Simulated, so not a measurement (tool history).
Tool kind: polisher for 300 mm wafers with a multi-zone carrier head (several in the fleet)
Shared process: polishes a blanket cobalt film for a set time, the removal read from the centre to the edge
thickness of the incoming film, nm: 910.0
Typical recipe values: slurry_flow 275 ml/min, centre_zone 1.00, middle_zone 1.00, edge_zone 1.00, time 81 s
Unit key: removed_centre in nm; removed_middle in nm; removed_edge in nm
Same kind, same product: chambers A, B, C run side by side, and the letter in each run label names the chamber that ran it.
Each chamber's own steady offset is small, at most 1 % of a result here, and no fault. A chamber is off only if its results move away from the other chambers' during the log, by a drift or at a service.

run     day  slurry_flow  centre_zone  middle_zone  edge_zone  time  removed_centre  removed_middle  removed_edge
      0.012  -- chamber B: slurry nozzle cleaned
 1A   0.433          275         1.00         1.00       1.00    81          324.59          323.65        321.68
      0.792  -- chamber B: worn pad replaced by a new one
 2C   0.821          275         1.00         1.00       1.00    81          337.51          330.51        334.62
 3B   1.038          275         1.00         1.00       1.00    81          332.33          329.50        327.72
 4A   1.421          275         1.00         1.00       1.00    81          322.54          328.82        329.67
      1.488  -- chamber C: worn pad replaced by a new one
 5C   1.804          275         1.00         1.00       1.00    81          327.05          326.33        329.23
      2.179  -- chamber C: edge zone pressure recalibrated
 6B   2.233          275         1.00         1.00       1.05    81          333.13          336.64        338.04
 7A   2.692          275         1.00         1.00       1.05    81          324.64          329.73        335.38
 8B   3.046          275         1.00         1.00       1.05    81          336.86          332.97        341.36
 9C   3.300          275         1.00         1.00       1.00    81          326.74          326.26        332.47
      3.329  -- chamber A: worn pad replaced by a new one
10C   3.604          275         1.00         1.00       1.00    81          331.99          327.93        325.47
      3.917  -- chamber B: centre zone pressure recalibrated
11B   4.050          275         1.00         1.00       1.00    81          293.85          328.91        327.95
12A   4.433          275         1.11         1.00       1.00    81          362.67          328.10        333.43
13C   4.800          275         1.11         1.00       1.00    81          370.90          326.97        336.82
14B   5.212          275         1.11         1.00       1.00    81          330.06          332.38        334.87
15A   5.583          205         1.00         1.00       1.05    81          308.79          318.45        329.77
16A   5.838          205         1.00         1.00       1.05    81          310.24          313.02        326.42
17C   6.088          205         1.00         1.00       1.05    81          317.36          316.26        331.66
      6.300  -- chamber A: edge zone pressure recalibrated
      6.421  -- chamber B: worn pad replaced by a new one
18B   6.525          275         1.00         1.00       1.00    81          296.61          332.58        337.14
      6.721  -- chamber C: worn pad replaced by a new one
19A   6.983          275         1.00         1.00       1.00    81          324.37          324.44        324.29
20B   7.212          275         1.00         0.92       1.08    81          297.95          308.18        349.13
21C   7.688          275         1.00         0.92       1.08    81          329.38          305.54        349.30
      7.817  -- chamber A: worn pad replaced by a new one
22B   7.938          275         1.00         0.92       1.08    81          296.74          305.52        347.88
23C   8.367          275         1.00         1.00       1.00    81          331.52          330.62        331.13
24A   8.704          275         1.00         1.00       1.00    81          322.59          327.19        328.18
25C   9.004          275         1.00         1.00       1.00    81          326.10          333.04        331.67
26A   9.371          275         1.00         1.00       1.00   101          404.30          411.48        405.82
27B   9.733          275         1.00         1.00       1.00   101          368.19          415.92        412.60
28B   9.950          275         1.00         1.00       1.00   101          373.64          412.11        410.65
29C  10.425          275         1.00         1.00       1.00    81          329.12          330.62        332.17
30A  10.779          275         1.00         1.00       1.00    81          330.98          325.33        324.67
31C  11.083          275         1.00         1.00       1.00    81          331.09          322.39        330.22
     11.517  -- chamber B: worn pad replaced by a new one
32B  11.542          275         1.00         1.00       1.00    81          295.04          334.72        330.25
     11.812  -- chamber A: worn pad replaced by a new one
33A  11.967          275         1.00         1.00       1.00    81          324.57          323.06        329.98
34A  12.325          275         1.00         1.00       1.00    81          325.92          326.66        328.14

Has any chamber moved away from the others, gradually or after a service, or does the common gauge drift, or do the chambers differ only by their own small steady offsets? State the chamber and the most likely cause if one applies.

A service on chamber B put it out of line with the rest.
Most likely cause: centre zone's pressure below its setpoint, % = 9.56.

Here are 4 candidates for chamber B's next run, each the usual settings with a change, their results left as question marks. Which one brings its results back in line with what the others give on the usual settings?
Maximum distance from the other chambers' mean on the usual settings for a result to count as in line: removed_centre 10.00 nm; removed_middle 11.00 nm; removed_edge 11.00 nm
35B-1  12.671          275         1.03         0.99       0.99    81               ?               ?             ?
35B-2  12.671          280         1.09         0.98       0.97    82               ?               ?             ?
35B-3  12.671          275         0.97         1.01       1.01    81               ?               ?             ?
35B-4  12.671          270         0.92         1.02       1.03    81               ?               ?             ?

Average result of the remaining chambers running the usual settings: removed_centre 327.68 nm; removed_middle 327.94 nm; removed_edge 329.18 nm
  run  removed_centre  removed_middle  removed_edge
35B-1          306.43          327.65        329.37
35B-2          330.74          329.10        330.42
35B-3          286.85          333.89        332.76
35B-4          269.94          336.40        335.70
35B-2 brings the chamber back in line.

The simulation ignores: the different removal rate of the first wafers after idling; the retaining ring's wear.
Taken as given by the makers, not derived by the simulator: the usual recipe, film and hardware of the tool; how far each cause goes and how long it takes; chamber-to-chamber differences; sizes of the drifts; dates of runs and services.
